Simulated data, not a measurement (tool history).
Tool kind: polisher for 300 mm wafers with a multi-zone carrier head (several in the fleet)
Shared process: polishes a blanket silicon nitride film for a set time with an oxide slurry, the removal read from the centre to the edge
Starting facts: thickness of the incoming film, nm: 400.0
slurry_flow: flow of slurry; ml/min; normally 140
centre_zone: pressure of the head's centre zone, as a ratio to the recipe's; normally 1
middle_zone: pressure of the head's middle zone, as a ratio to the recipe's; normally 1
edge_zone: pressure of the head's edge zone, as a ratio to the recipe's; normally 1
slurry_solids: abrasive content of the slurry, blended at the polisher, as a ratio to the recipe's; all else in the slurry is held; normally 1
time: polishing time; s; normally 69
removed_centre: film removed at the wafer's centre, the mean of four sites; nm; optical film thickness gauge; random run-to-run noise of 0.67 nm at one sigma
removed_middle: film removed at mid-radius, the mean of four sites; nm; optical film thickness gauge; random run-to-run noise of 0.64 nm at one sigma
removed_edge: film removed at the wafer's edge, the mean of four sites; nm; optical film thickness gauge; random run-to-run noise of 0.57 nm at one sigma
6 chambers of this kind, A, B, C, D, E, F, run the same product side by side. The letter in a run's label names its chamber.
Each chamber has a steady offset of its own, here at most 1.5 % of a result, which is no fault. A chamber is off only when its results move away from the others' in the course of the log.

run	day	slurry_flow	centre_zone	middle_zone	edge_zone	slurry_solids	time	removed_centre	removed_middle	removed_edge
# day 0.021: chamber C: worn pad replaced by a new one
# day 0.358: chamber E: edge zone pressure recalibrated
1B	0.504	140	1	1	1	1	69	53.663	53.223	53.229
2A	0.888	140	1	1	1	1	69	54.913	54.831	54.132
# day 1.192: chamber C: centre zone pressure recalibrated
# day 1.279: chamber B: slurry nozzle cleaned
3E	1.375	140	1	1	1	1	69	53.229	53.559	53.265
4F	1.692	140	1	1	1	1	69	53.426	53.026	54.323
# day 1.817: chamber A: centre zone pressure recalibrated
5D	2.021	140	1	1	1	1	69	53.973	53.176	53.13
# day 2.288: chamber B: worn pad replaced by a new one
6C	2.304	140	1	1	1	1	69	52.357	53.51	53.428
# day 2.542: chamber A: edge zone pressure recalibrated
# day 2.588: chamber E: worn pad replaced by a new one
7F	2.688	140	1	1	1	1	69	53.994	53.113	55.15
# day 2.996: chamber A: worn pad replaced by a new one
8E	3.021	140	1	1	1	1	69	52.927	53.733	53.036
# day 3.446: chamber D: worn pad replaced by a new one
9A	3.5	140	1	1.07	1	1.1	69	57.102	59.77	56.025
# day 3.783: chamber F: worn pad replaced by a new one
10C	3.938	140	1	1.07	1	1.1	69	55.981	61.188	55.923
11B	4.238	140	1	1.07	1	1.1	69	58.099	61.136	55.69
# day 4.242: chamber D: edge zone pressure recalibrated
# day 4.558: chamber E: centre zone pressure recalibrated
12D	4.696	140	1	1.07	1	1.1	69	54.926	59.737	56.692
# day 4.875: chamber C: worn pad replaced by a new one
13A	4.946	140	1	1.07	1	1.1	69	55.899	59.393	55.976
14E	5.304	140	1	1.07	1	1.1	69	55.282	59.464	55.117
# day 5.383: chamber B: edge zone pressure recalibrated
# day 5.625: chamber A: worn pad replaced by a new one
15C	5.825	140	1	1	1	1	69	53.47	53.624	53.917
16D	6.092	140	1	1	1	1	69	53.122	52.203	54.326
17F	6.475	140	1	1	1	1	49	38.286	37.835	39.275
# day 6.525: chamber B: worn pad replaced by a new one
18B	6.804	140	1	1	1	1	49	39.788	38.265	38.436
19F	7.075	140	1	1	1	1	49	37.283	38.659	38.31
# day 7.217: chamber E: worn pad replaced by a new one
20A	7.567	140	1	1	1	1	49	38.604	37.786	38.66
# day 7.942: chamber C: edge zone pressure recalibrated
21B	8.017	140	1	1	1	1	49	38.605	38.2	38.698
# day 8.154: chamber A: worn pad replaced by a new one
# day 8.279: chamber F: worn pad replaced by a new one
22D	8.467	140	1	1	1	1	49	38.334	37.889	38.481
# day 8.796: chamber D: worn pad replaced by a new one
# day 8.858: chamber C: worn pad replaced by a new one
23C	8.983	140	1	1	1	1	69	54.339	54.177	53.456
# day 9.1: chamber F: edge zone pressure recalibrated
# day 9.312: chamber C: slurry nozzle cleaned
24E	9.471	140	0.92	1	1.1	1	69	46.218	51.446	53.218
25A	9.708	140	0.92	1	1.1	1	69	49.509	53.369	56.231
# day 10.021: chamber B: worn pad replaced by a new one
26D	10.188	140	0.92	1	1.1	1	69	49.081	52.985	57.298
27F	10.533	140	0.92	1	1.1	1	69	49.353	53.698	56.588
28B	10.825	140	0.92	1	1.1	1	69	49.476	52.994	56.527
# day 11.062: chamber A: worn pad replaced by a new one
29E	11.071	140	0.92	1	1.1	1	69	46.432	51.439	55.07
# day 11.546: chamber E: worn pad replaced by a new one
30C	11.588	140	1	1	1	1	69	52.692	53.971	53.48
31B	11.825	140	1	1	1	1	69	54.791	54.438	53.695
# day 11.842: chamber F: slurry nozzle cleaned
32A	12.271	140	1	1	1	1	69	53.98	54.409	54.071
# day 12.429: chamber F: worn pad replaced by a new one
33F	12.738	140	1	1	1	1	69	53.446	53.372	53.838
34C	13.212	140	1	1	1	1	69	52.252	53.686	53.798
35D	13.592	140	1	1	1	1	69	54.326	52.782	53.408
36E	13.988	140	1	1	1	1	69	49.39	50.371	51.279

The same settings go to every chamber for the next run, one line per chamber below. Forecast the results for each:
37A	14.375	140	1.11	1	1	1	69	?	?	?
37B	14.375	140	1.11	1	1	1	69	?	?	?
37C	14.375	140	1.11	1	1	1	69	?	?	?
37D	14.375	140	1.11	1	1	1	69	?	?	?
37E	14.375	140	1.11	1	1	1	69	?	?	?
37F	14.375	140	1.11	1	1	1	69	?	?	?

run	removed_centre	removed_middle	removed_edge
37A	60.623	53.357	54.703
37B	60.93	53.152	54.346
37C	58.233	53.018	53.911
37D	60.742	53.602	53.55
37E	55.22	48.911	49.84
37F	60.781	54.438	52.984

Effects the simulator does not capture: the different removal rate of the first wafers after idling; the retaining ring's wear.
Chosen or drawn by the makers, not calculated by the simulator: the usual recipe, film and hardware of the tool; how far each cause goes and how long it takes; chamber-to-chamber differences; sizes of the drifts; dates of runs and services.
